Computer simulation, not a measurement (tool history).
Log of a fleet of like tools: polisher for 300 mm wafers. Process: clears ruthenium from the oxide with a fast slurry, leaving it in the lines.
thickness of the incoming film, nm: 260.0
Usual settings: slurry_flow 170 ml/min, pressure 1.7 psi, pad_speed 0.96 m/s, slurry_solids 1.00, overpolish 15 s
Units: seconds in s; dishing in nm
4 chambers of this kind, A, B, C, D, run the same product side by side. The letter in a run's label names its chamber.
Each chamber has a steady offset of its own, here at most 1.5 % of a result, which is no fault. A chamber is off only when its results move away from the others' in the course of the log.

run	hour	slurry_flow	pressure	pad_speed	slurry_solids	overpolish	wafers polished on this pad	hours since the slurry nozzle was cleaned	hours since the head pressure was calibrated	hours since the slurry blender was calibrated	seconds	dishing
# hour 1.7: chamber C: slurry blender recalibrated
1C	9.8	170	1.7	0.96	1.00	15	260	177.3	304.2	8.2	135.55	25.168
# hour 10.3: chamber A: slurry blender recalibrated
# hour 19.0: chamber D: slurry nozzle cleaned
2D	21.1	170	1.7	0.96	1.00	15	564	2.2	183.0	121.9	133.13	24.673
3B	29.3	170	1.7	0.96	1.00	15	261	317.9	273.6	408.5	134.92	25.303
4A	41.5	170	1.7	0.96	1.00	15	471	234.1	748.1	31.3	136.82	25.087
# hour 45.1: chamber A: slurry nozzle cleaned
5D	50.3	170	1.7	0.96	1.00	15	785	31.4	212.2	151.1	132.21	24.343
6C	62.0	170	1.7	0.96	1.00	15	654	229.5	356.4	60.4	132.47	25.449
# hour 65.8: chamber D: worn pad replaced by a new one
# hour 66.0: chamber B: worn pad replaced by a new one
# hour 69.5: chamber A: worn pad replaced by a new one
7B	73.1	170	1.7	0.96	1.00	15	54	361.7	317.4	452.3	131.37	23.415
8A	85.4	170	1.7	0.96	1.00	15	120	40.3	792.0	75.2	133.49	24.437
9D	94.1	170	1.7	0.96	1.00	15	214	75.2	256.0	194.9	132.37	25.925
# hour 96.6: chamber B: slurry blender recalibrated
10B	103.9	170	1.7	0.96	1.00	15	286	392.5	348.2	7.4	134.09	25.884
# hour 110.1: chamber C: worn pad replaced by a new one
11C	115.6	170	1.7	0.96	1.00	15	42	283.1	410.0	114.0	129.44	25.795
12A	125.4	170	1.7	0.96	0.85	15	422	80.3	832.0	115.2	147.58	22.676
# hour 130.7: chamber B: head pressure recalibrated
13B	133.4	170	1.7	0.96	0.85	15	509	422.0	2.8	36.9	144.20	22.713
# hour 139.9: chamber B: worn pad replaced by a new one
14C	143.4	170	1.7	0.96	0.85	15	252	310.9	437.8	141.8	141.25	23.928
15A	149.5	170	1.7	0.96	0.85	15	604	104.4	856.1	139.3	156.57	22.144
# hour 158.3: chamber A: slurry blender recalibrated
16D	160.0	170	1.7	0.96	1.00	15	711	141.1	321.9	260.8	135.79	24.505
# hour 160.1: chamber B: slurry nozzle cleaned
# hour 161.9: chamber A: worn pad replaced by a new one
# hour 166.3: chamber D: worn pad replaced by a new one
17D	167.0	170	1.7	0.64	1.25	15	5	148.1	328.9	267.8	179.28	18.871
18A	173.0	170	1.7	0.64	1.25	15	84	127.9	879.6	14.7	189.33	17.394
19C	183.4	170	1.7	0.64	1.25	15	554	350.9	477.8	181.8	176.72	19.388
20B	190.7	170	1.7	0.64	1.25	15	384	30.7	60.1	94.2	177.09	17.736
21D	202.2	170	1.7	0.96	1.00	15	271	183.3	364.1	303.0	134.79	26.250
22A	210.6	170	1.7	0.96	1.00	15	368	165.5	917.2	52.3	143.70	23.622
23B	218.2	170	1.7	0.96	1.00	15	591	58.2	87.6	121.7	134.19	24.808
# hour 223.1: chamber B: worn pad replaced by a new one
24C	230.5	170	1.7	0.96	1.00	15	909	398.0	524.9	228.9	131.61	25.089
25B	236.6	170	1.7	0.96	1.00	15	102	76.6	106.0	140.1	130.31	25.003
26A	248.7	170	1.7	0.96	1.00	15	655	203.6	955.3	90.4	149.04	23.206
# hour 252.9: chamber C: worn pad replaced by a new one
27D	254.9	170	1.7	0.96	1.00	15	669	236.0	416.8	355.7	132.78	24.664
# hour 255.6: chamber A: worn pad replaced by a new one
# hour 264.2: chamber D: worn pad replaced by a new one
28C	265.5	170	1.7	0.96	1.00	15	95	433.0	559.9	263.9	132.86	26.229
29A	276.7	140	1.7	0.96	1.00	15	159	231.6	983.3	118.4	151.50	21.839
30D	282.7	140	1.7	0.96	1.00	15	140	263.8	444.6	383.5	137.03	24.208
# hour 289.1: chamber B: worn pad replaced by a new one
31B	290.4	140	1.7	0.96	1.00	15	10	130.4	159.8	193.9	138.33	24.408
32C	298.9	140	1.7	0.96	1.00	15	347	466.4	593.3	297.3	137.12	23.621

Next, every chamber runs the same settings. What will each give?
33A	307.9	170	1.7	0.96	1.00	15					?	?
33B	307.9	170	1.7	0.96	1.00	15					?	?
33C	307.9	170	1.7	0.96	1.00	15					?	?
33D	307.9	170	1.7	0.96	1.00	15					?	?

run	seconds	dishing
33A	152.75	21.745
33B	132.44	24.678
33C	134.23	25.629
33D	129.23	25.410
